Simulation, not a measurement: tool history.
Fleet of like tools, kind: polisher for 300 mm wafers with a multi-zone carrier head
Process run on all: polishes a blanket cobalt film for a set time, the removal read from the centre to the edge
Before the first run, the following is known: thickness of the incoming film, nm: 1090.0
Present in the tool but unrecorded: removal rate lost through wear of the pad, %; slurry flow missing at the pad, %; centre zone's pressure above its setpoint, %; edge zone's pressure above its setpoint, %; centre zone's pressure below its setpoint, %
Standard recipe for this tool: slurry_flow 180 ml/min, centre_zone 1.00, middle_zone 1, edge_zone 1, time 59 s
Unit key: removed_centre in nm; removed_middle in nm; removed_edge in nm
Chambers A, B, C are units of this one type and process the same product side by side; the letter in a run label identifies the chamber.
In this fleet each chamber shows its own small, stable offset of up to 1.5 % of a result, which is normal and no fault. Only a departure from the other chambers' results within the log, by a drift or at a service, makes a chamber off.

run	hour	slurry_flow	centre_zone	middle_zone	edge_zone	time	wafers polished on this pad	hours since the slurry nozzle was cleaned	hours since the centre zone pressure was calibrated	hours since the edge zone pressure was calibrated	removed_centre	removed_middle	removed_edge
1A	4.0	180	1.00	1	1	59	413	277.0	706.3	647.0	370.34	380.00	377.05
2B	8.4	180	1.00	1	1	59	369	510.1	234.2	36.2	381.61	379.76	377.79
3C	14.2	180	1.00	1	1	59	1144	282.8	134.2	159.0	384.04	392.19	382.76
# hour 15.4: chamber C: worn pad replaced by a new one
4B	17.2	180	1.00	1	1	59	467	518.9	243.0	45.0	375.27	378.63	386.08
5C	22.9	180	1.00	1	1	59	83	291.5	142.9	167.7	380.92	387.00	388.88
6A	27.2	180	1.00	1	1	59	670	300.2	729.5	670.2	374.38	388.42	373.58
7A	33.7	180	1.00	1	1	59	742	306.7	736.0	676.7	375.68	383.22	374.39
8C	39.6	180	1.00	1	1	59	268	308.2	159.6	184.4	380.32	380.76	383.02
9B	43.6	180	1.00	1	1	59	759	545.3	269.4	71.4	376.94	378.24	388.56
10C	50.0	180	1.00	1	1	59	383	318.6	170.0	194.8	380.39	393.65	387.95
11A	53.4	180	1.00	1	1	59	960	326.4	755.7	696.4	388.22	380.91	377.88
# hour 54.1: chamber A: worn pad replaced by a new one
12B	56.8	180	1.00	1	1	59	905	558.5	282.6	84.6	382.53	380.41	382.68
13C	61.2	180	1.00	1	1	59	507	329.8	181.2	206.0	377.71	389.13	384.53
14A	66.3	180	1.00	1	1	59	135	339.3	768.6	709.3	381.59	385.00	380.02
15B	71.2	180	1.00	1	1	59	1064	572.9	297.0	99.0	371.46	376.95	373.47
# hour 72.5: chamber C: slurry nozzle cleaned
16A	76.4	180	1.00	1	1	59	247	349.4	778.7	719.4	380.68	374.29	379.60
17B	82.3	180	1.00	1	1	59	1187	584.0	308.1	110.1	368.37	373.41	372.98
18C	86.0	180	1.00	1	1	59	781	13.6	206.0	230.8	378.58	386.24	374.22
19C	90.1	180	1.00	1	1	59	827	17.7	210.1	234.9	380.00	389.88	385.85
20B	94.5	180	0.93	1	1	78	1322	596.2	320.3	122.3	454.39	485.09	485.31
21A	97.3	180	0.93	1	1	78	478	370.3	799.6	740.3	464.68	505.21	501.27
22B	102.5	180	0.93	1	1	78	1410	604.2	328.3	130.3	443.74	488.38	482.70
23A	107.8	180	1.00	1	1	59	594	380.8	810.1	750.8	384.73	374.64	383.39
24C	113.5	180	1.00	1	1	59	1085	41.1	233.5	258.3	378.65	387.66	381.37
25B	118.0	180	1.00	1	1	59	1582	619.7	343.8	145.8	352.63	363.50	359.58
26A	123.9	180	1.00	1	1	78	773	396.9	826.2	766.9	501.23	502.32	515.96

The same settings go to every chamber for the next run, one line per chamber below. Forecast the results for each:
27A	128.6	180	1.00	1	1	59					?	?	?
27B	128.6	180	1.00	1	1	59					?	?	?
27C	128.6	180	1.00	1	1	59					?	?	?

run	removed_centre	removed_middle	removed_edge
27A	383.02	384.80	374.91
27B	352.65	355.65	345.67
27C	371.26	383.59	380.48
